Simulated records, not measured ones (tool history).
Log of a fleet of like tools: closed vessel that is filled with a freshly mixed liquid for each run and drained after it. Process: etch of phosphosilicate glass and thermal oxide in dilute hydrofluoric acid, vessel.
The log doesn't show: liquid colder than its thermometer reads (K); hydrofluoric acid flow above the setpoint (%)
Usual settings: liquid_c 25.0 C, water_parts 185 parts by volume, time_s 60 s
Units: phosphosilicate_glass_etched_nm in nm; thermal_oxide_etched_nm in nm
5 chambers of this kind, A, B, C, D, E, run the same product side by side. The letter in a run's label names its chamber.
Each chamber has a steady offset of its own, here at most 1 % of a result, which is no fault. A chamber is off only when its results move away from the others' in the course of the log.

run	day	liquid_c	water_parts	time_s	hours since the thermometer was replaced	hours since the hydrofluoric acid flow meter was replaced	read-back film thickness of the phosphosilicate glass reference wafer, read on the same gauge (nm)	read-back film thickness of the thermal oxide reference wafer, read on the same gauge (nm)	phosphosilicate_glass_etched_nm	thermal_oxide_etched_nm
# day 0.104: chamber A: thermometer replaced
1A	0.225	25.0	185	60	3.0	1846.7	39.977	109.99	52.265	1.4436
2E	0.350	25.0	185	60	1223.4	804.5	40.008	110.01	51.798	1.4151
3B	0.521	25.0	185	60	1173.8	128.7	40.012	109.98	51.320	1.5199
4C	0.679	25.0	185	60	526.4	492.3	39.972	110.01	51.906	1.4077
5D	0.904	25.0	185	60	829.8	1490.2	40.022	109.99	50.247	1.4359
6D	1.092	25.0	185	60	834.3	1494.7	39.993	110.01	51.981	1.3701
7E	1.258	25.0	185	60	1245.2	826.3	39.981	110.01	51.264	1.4023
8B	1.483	25.0	185	60	1196.9	151.8	40.024	110.02	50.913	1.4902
9A	1.612	25.0	185	60	36.3	1880.0	40.002	110.01	51.858	1.4973
10C	1.762	22.5	185	60	552.4	518.3	39.999	109.99	47.183	1.3185
11A	2.012	22.5	185	60	45.9	1889.6	39.984	109.99	47.510	1.3087
12C	2.175	22.5	185	60	562.3	528.2	39.997	109.99	46.631	1.3102
13D	2.417	22.5	185	60	866.1	1526.5	39.999	110.02	47.570	1.2824
14B	2.588	22.5	185	60	1223.4	178.3	40.003	109.98	46.481	1.2888
15E	2.829	25.0	185	60	1282.9	864.0	39.997	110.00	51.461	1.4821
16A	3.062	25.0	185	60	71.1	1914.8	40.005	110.00	51.313	1.4076
17E	3.271	25.0	185	60	1293.5	874.6	40.030	109.98	52.368	1.4324
18B	3.538	25.0	185	60	1246.2	201.1	39.987	110.01	50.798	1.4830
19C	3.692	25.0	185	60	598.7	564.6	39.967	109.98	50.878	1.3989
20D	3.917	25.0	185	60	902.1	1562.5	40.022	110.00	53.466	1.4089
21D	4.158	25.0	185	60	907.9	1568.3	39.981	109.99	54.295	1.5717
22C	4.283	25.0	185	60	612.9	578.8	39.984	110.01	51.782	1.4480
23A	4.488	25.0	185	60	105.3	1949.0	39.992	110.00	51.785	1.4114
# day 4.642: chamber E: hydrofluoric acid flow meter replaced
24E	4.688	25.0	185	60	1327.5	1.1	40.045	110.00	51.751	1.4613
25B	4.942	25.0	185	60	1279.9	234.8	40.004	110.00	51.521	1.4929
26D	5.092	25.0	185	60	930.3	1590.7	39.983	110.01	54.632	1.4717
27E	5.329	25.0	185	60	1342.9	16.5	39.987	110.02	51.368	1.4755
28A	5.479	25.0	185	60	129.1	1972.8	39.991	109.99	51.830	1.4020
29C	5.712	25.0	185	60	647.2	613.1	40.010	110.00	51.825	1.4135
30B	5.862	25.0	185	60	1302.0	256.9	40.014	110.00	50.588	1.4014
31C	6.062	25.0	185	60	655.6	621.5	40.013	110.00	51.564	1.3712
32D	6.242	28.5	185	60	957.9	1618.3	40.003	109.98	63.858	1.8516
33A	6.521	28.5	185	60	154.1	1997.8	40.015	110.02	58.162	1.6400
34E	6.800	28.5	185	60	1378.2	51.8	39.996	109.99	58.259	1.5780

Is one chamber off against the others, does the gauge drift, or is nothing wrong? If a chamber is off, say which, and what the likeliest cause is.

Chamber D drifts away from the others.
Cause: hydrofluoric acid flow above the setpoint (%) = 10.1.

Here are 4 candidates for chamber D's next run, each the usual settings with a change, their results left as question marks. Which one brings its results back in line with what the others give on the usual settings?
In line means no further than this from the other chambers' mean on the usual settings: phosphosilicate_glass_etched_nm 1.800 nm; thermal_oxide_etched_nm 0.1400 nm
35D-1	7.000	25.0	190	60					?	?
35D-2	7.000	25.0	180	60					?	?
35D-3	7.000	25.0	190	55					?	?
35D-4	7.000	25.0	180	65					?	?

The other chambers' mean on the usual settings: phosphosilicate_glass_etched_nm 51.395 nm; thermal_oxide_etched_nm 1.4369 nm
run	phosphosilicate_glass_etched_nm	thermal_oxide_etched_nm
35D-1	55.585	1.5640
35D-2	59.276	1.6679
35D-3	50.953	1.4337
35D-4	64.216	1.8069
35D-3 brings the chamber back in line.
